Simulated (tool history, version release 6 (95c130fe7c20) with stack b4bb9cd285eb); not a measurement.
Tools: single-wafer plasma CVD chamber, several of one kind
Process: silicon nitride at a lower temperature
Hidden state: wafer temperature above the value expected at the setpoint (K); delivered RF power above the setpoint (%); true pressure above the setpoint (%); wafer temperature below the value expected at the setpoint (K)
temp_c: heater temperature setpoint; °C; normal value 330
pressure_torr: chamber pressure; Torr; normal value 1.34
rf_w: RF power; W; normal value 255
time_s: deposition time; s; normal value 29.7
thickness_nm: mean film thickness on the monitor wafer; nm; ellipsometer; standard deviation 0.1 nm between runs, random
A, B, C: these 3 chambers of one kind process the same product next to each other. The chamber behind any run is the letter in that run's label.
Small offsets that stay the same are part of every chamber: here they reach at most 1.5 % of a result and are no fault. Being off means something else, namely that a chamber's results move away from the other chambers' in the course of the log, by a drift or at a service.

run   hour  temp_c  pressure_torr  rf_w  time_s  hours since the last thermocouple change  hours since the last RF generator calibration  hours since the last manometer calibration  read-back reference wafer on the same gauge, thickness_nm  thickness_nm
 1B   11.6     330           1.34   255    29.7                                      78.6                                          884.0                                       208.2                                                     25.293        29.597
 2A   26.6     330           1.34   255    29.7                                     346.0                                         1527.7                                       424.2                                                     25.294        30.256
 3C   34.6     330           1.34   255    29.7                                     860.1                                          792.2                                      2207.1                                                     25.310        29.759
 4A   47.0     330           1.34   255    29.7                                     366.4                                         1548.1                                       444.6                                                     25.304        30.269
 5C   60.2     330           1.34   255    29.7                                     885.7                                          817.8                                      2232.7                                                     25.320        29.774
 6B   69.2     330           1.34   255    29.7                                     136.2                                          941.6                                       265.8                                                     25.289        29.468
 7A   81.2     341           1.34   255    29.7                                     400.6                                         1582.3                                       478.8                                                     25.313        30.064
 8C   90.3     341           1.34   255    29.7                                     915.8                                          847.9                                      2262.8                                                     25.292        29.816
 9B  106.2     341           1.34   255    29.7                                     173.2                                          978.6                                       302.8                                                     25.301        29.551
10C  116.9     330           1.34   255    29.7                                     942.4                                          874.5                                      2289.4                                                     25.270        29.867
11A  126.2     330           1.34   255    29.7                                     445.6                                         1627.3                                       523.8                                                     25.310        30.485
12B  139.4     330           1.34   255    29.7                                     206.4                                         1011.8                                       336.0                                                     25.291        29.514
13C  151.4     330           1.34   255    29.7                                     976.9                                          909.0                                      2323.9                                                     25.331        29.746
14B  165.2     330           1.34   255    29.7                                     232.2                                         1037.6                                       361.8                                                     25.295        29.594
15A  175.3     330           1.34   255    29.7                                     494.7                                         1676.4                                       572.9                                                     25.303        30.260
16B  183.2     330           1.34   255    29.7                                     250.2                                         1055.6                                       379.8                                                     25.305        29.520
17A  192.1     330           1.34   255    29.7                                     511.5                                         1693.2                                       589.7                                                     25.318        30.252
18C  203.1     330           1.34   255    29.7                                    1028.6                                          960.7                                      2375.6                                                     25.316        29.860
19C  214.2     330           1.34   255    29.7                                    1039.7                                          971.8                                      2386.7                                                     25.300        29.775
20B  222.1     330           1.34   255    29.7                                     289.1                                         1094.5                                       418.7                                                     25.305        29.561
21A  229.4     330           1.34   255    29.7                                     548.8                                         1730.5                                       627.0                                                     25.293        30.103
22C  243.1     330           1.34   255    29.7                                    1068.6                                         1000.7                                      2415.6                                                     25.319        29.932
23B  256.5     330           1.34   255    29.7                                     323.5                                         1128.9                                       453.1                                                     25.287        29.393
24A  266.9     330           1.34   255    29.7                                     586.3                                         1768.0                                       664.5                                                     25.286        30.296
25A  276.2     330           1.34   255    29.7                                     595.6                                         1777.3                                       673.8                                                     25.285        30.338
26B  283.8     330           1.34   255    29.7                                     350.8                                         1156.2                                       480.4                                                     25.314        29.680
27C  294.6     330           1.34   255    29.7                                    1120.1                                         1052.2                                      2467.1                                                     25.303        29.660
28A  309.5     330           1.34   255    29.7                                     628.9                                         1810.6                                       707.1                                                     25.334        30.348
29B  325.5     330           1.34   255    29.7                                     392.5                                         1197.9                                       522.1                                                     25.324        29.647
30C  333.7     330           1.34   255    29.7                                    1159.2                                         1091.3                                      2506.2                                                     25.306        29.825
31B  341.7     330           1.34   255    29.7                                     408.7                                         1214.1                                       538.3                                                     25.287        29.609

Does one chamber stand apart from the rest, does the shared gauge drift, or is all well apart from small per-chamber offsets? Give the chamber and the most likely cause, where there is one.

Beyond each chamber's small constant offset nothing stands out, and the gauge stays steady.
